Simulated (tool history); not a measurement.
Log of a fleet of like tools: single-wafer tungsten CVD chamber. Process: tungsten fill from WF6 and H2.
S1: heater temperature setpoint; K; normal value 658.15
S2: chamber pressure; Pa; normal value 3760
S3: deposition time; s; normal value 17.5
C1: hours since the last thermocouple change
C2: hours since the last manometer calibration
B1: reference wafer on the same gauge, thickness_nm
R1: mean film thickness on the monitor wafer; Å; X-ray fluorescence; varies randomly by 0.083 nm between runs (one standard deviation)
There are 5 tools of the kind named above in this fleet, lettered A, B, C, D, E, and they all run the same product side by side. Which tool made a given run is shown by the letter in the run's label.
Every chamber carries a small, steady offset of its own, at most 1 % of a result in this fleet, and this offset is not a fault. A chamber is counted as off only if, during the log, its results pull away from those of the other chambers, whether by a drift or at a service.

Run 1A, hour 4.4: usual settings; C1 2230.7; C2 1750.9; B1 39.710. Result: R1 366.54 Å.
Run 2E, hour 8.6: usual settings; C1 329.9; C2 417.5; B1 39.692. Result: R1 368.93 Å.
Run 3B, hour 13.4: usual settings; C1 235.0; C2 1053.3; B1 39.686. Result: R1 367.23 Å.
Run 4C, hour 19.7: usual settings; C1 2037.9; C2 1055.0; B1 39.694. Result: R1 371.09 Å.
Run 5D, hour 28.7: usual settings; C1 216.6; C2 540.5; B1 39.715. Result: R1 367.59 Å.
Run 6C, hour 36.4: usual settings; C1 2054.6; C2 1071.7; B1 39.723. Result: R1 371.67 Å.
Run 7A, hour 41.2: usual settings; C1 2267.5; C2 1787.7; B1 39.686. Result: R1 366.69 Å.
Run 8E, hour 46.3: usual settings; C1 367.6; C2 455.2; B1 39.723. Result: R1 369.64 Å.
Run 9D, hour 54.0: usual settings; C1 241.9; C2 565.8; B1 39.714. Result: R1 368.84 Å.
Run 10B, hour 59.8: usual settings; C1 281.4; C2 1099.7; B1 39.710. Result: R1 366.87 Å.
Run 11C, hour 68.2: usual settings; C1 2086.4; C2 1103.5; B1 39.688. Result: R1 372.18 Å.
Run 12A, hour 73.2: usual settings; C1 2299.5; C2 1819.7; B1 39.694. Result: R1 367.95 Å.
Run 13B, hour 77.5: usual settings; C1 299.1; C2 1117.4; B1 39.698. Result: R1 366.66 Å.
Run 14D, hour 81.8: usual settings but S1 653.15 K; C1 269.7; C2 593.6; B1 39.689. Result: R1 335.55 Å.
Run 15E, hour 87.0: usual settings but S1 653.15 K; C1 408.3; C2 495.9; B1 39.691. Result: R1 333.31 Å.
Run 16D, hour 93.5: usual settings but S1 653.15 K; C1 281.4; C2 605.3; B1 39.695. Result: R1 334.54 Å.
Run 17C, hour 99.8: usual settings but S1 653.15 K; C1 2118.0; C2 1135.1; B1 39.684. Result: R1 335.89 Å.
Run 18E, hour 107.5: usual settings but S1 653.15 K; C1 428.8; C2 516.4; B1 39.696. Result: R1 334.45 Å.
Run 19A, hour 115.4: usual settings; C1 2341.7; C2 1861.9; B1 39.695. Result: R1 367.43 Å.
Run 20B, hour 119.3: usual settings; C1 340.9; C2 1159.2; B1 39.697. Result: R1 366.48 Å.
Run 21A, hour 125.6: usual settings; C1 2351.9; C2 1872.1; B1 39.719. Result: R1 366.13 Å.
Run 22D, hour 132.3: usual settings; C1 320.2; C2 644.1; B1 39.684. Result: R1 373.36 Å.
Run 23C, hour 137.9: usual settings but S2 3146 Pa; C1 2156.1; C2 1173.2; B1 39.699. Result: R1 341.42 Å.
At hour 141.5: chamber C: capacitance manometer re-zeroed and calibrated.
Run 24E, hour 143.6: usual settings but S2 3146 Pa; C1 464.9; C2 552.5; B1 39.695. Result: R1 338.84 Å.
Run 25B, hour 148.2: usual settings but S2 3146 Pa; C1 369.8; C2 1188.1; B1 39.720. Result: R1 337.37 Å.
Run 26D, hour 155.1: usual settings but S2 3146 Pa; C1 343.0; C2 666.9; B1 39.699. Result: R1 343.48 Å.
Run 27B, hour 162.4: usual settings but S2 3146 Pa; C1 384.0; C2 1202.3; B1 39.697. Result: R1 337.81 Å.
Run 28C, hour 167.3: usual settings; C1 2185.5; C2 25.9; B1 39.701. Result: R1 371.88 Å.
Run 29A, hour 174.5: usual settings; C1 2400.8; C2 1921.0; B1 39.699. Result: R1 367.15 Å.
Run 30E, hour 180.3: usual settings; C1 501.6; C2 589.2; B1 39.707. Result: R1 367.48 Å.
At hour 184.4: chamber A: thermocouple changed; heater temperature recalibrated.
Run 31A, hour 188.5: usual settings; C1 4.1; C2 1935.0; B1 39.711. Result: R1 367.04 Å.
Run 32C, hour 196.3: usual settings; C1 2214.5; C2 54.9; B1 39.677. Result: R1 372.35 Å.
Run 33D, hour 201.1: usual settings; C1 389.0; C2 712.9; B1 39.710. Result: R1 376.56 Å.
Run 34E, hour 209.8: usual settings; C1 531.1; C2 618.7; B1 39.691. Result: R1 368.62 Å.
Run 35B, hour 217.1: usual settings; C1 438.7; C2 1257.0; B1 39.710. Result: R1 367.60 Å.
Run 36E, hour 225.7: usual settings; C1 547.0; C2 634.6; B1 39.706. Result: R1 367.23 Å.
Run 37C, hour 232.9: usual settings; C1 2251.1; C2 91.5; B1 39.705. Result: R1 372.44 Å.
Run 38A, hour 237.6: usual settings but S2 3386 Pa, S3 15.9 s; C1 53.2; C2 1984.1; B1 39.696. Result: R1 316.40 Å.
Run 39B, hour 243.7: usual settings but S2 3386 Pa, S3 15.9 s; C1 465.3; C2 1283.6; B1 39.709. Result: R1 317.87 Å.
Run 40D, hour 249.9: usual settings but S2 3386 Pa, S3 15.9 s; C1 437.8; C2 761.7; B1 39.702. Result: R1 326.93 Å.
Run 41A, hour 254.9: usual settings but S2 3386 Pa, S3 15.9 s; C1 70.5; C2 2001.4; B1 39.699. Result: R1 316.13 Å.
Run 42B, hour 262.3: usual settings but S2 3386 Pa, S3 15.9 s; C1 483.9; C2 1302.2; B1 39.699. Result: R1 317.31 Å.
Run 43D, hour 269.4: usual settings; C1 457.3; C2 781.2; B1 39.700. Result: R1 379.90 Å.
Run 44C, hour 274.3: usual settings; C1 2292.5; C2 132.9; B1 39.686. Result: R1 373.70 Å.

Does one chamber stand apart from the rest, does the shared gauge drift, or is all well apart from small per-chamber offsets? Give the chamber and the most likely cause, where there is one.

Chamber D drifts away from the others.
Cause: true pressure above the setpoint (%) = 6.94.
The log may not separate it from: wafer temperature above the value expected at the setpoint (K).

Below are 4 candidate recipes for chamber D's next run, each the usual settings with a change, their results shown as question marks. Which of them brings D's results back in line with what the other chambers give on the usual settings?
In-line tolerance around the mean of the other chambers on the usual settings: R1 2.90 Å
Run 45D-1, hour 280.7: usual settings but S1 657.15 K, S3 17.3 s. Result: R1 ?.
Run 45D-2, hour 280.7: usual settings but S2 3840 Pa. Result: R1 ?.
Run 45D-3, hour 280.7: usual settings but S1 659.15 K, S2 3786 Pa, S3 17.7 s. Result: R1 ?.
Run 45D-4, hour 280.7: usual settings but S2 3746 Pa, S3 17.4 s. Result: R1 ?.

On the usual settings, the other chambers give on average: R1 368.62 Å
  run      R1
45D-1  369.40
45D-2  385.02
45D-3  394.65
45D-4  378.39
45D-1 brings the chamber back in line.
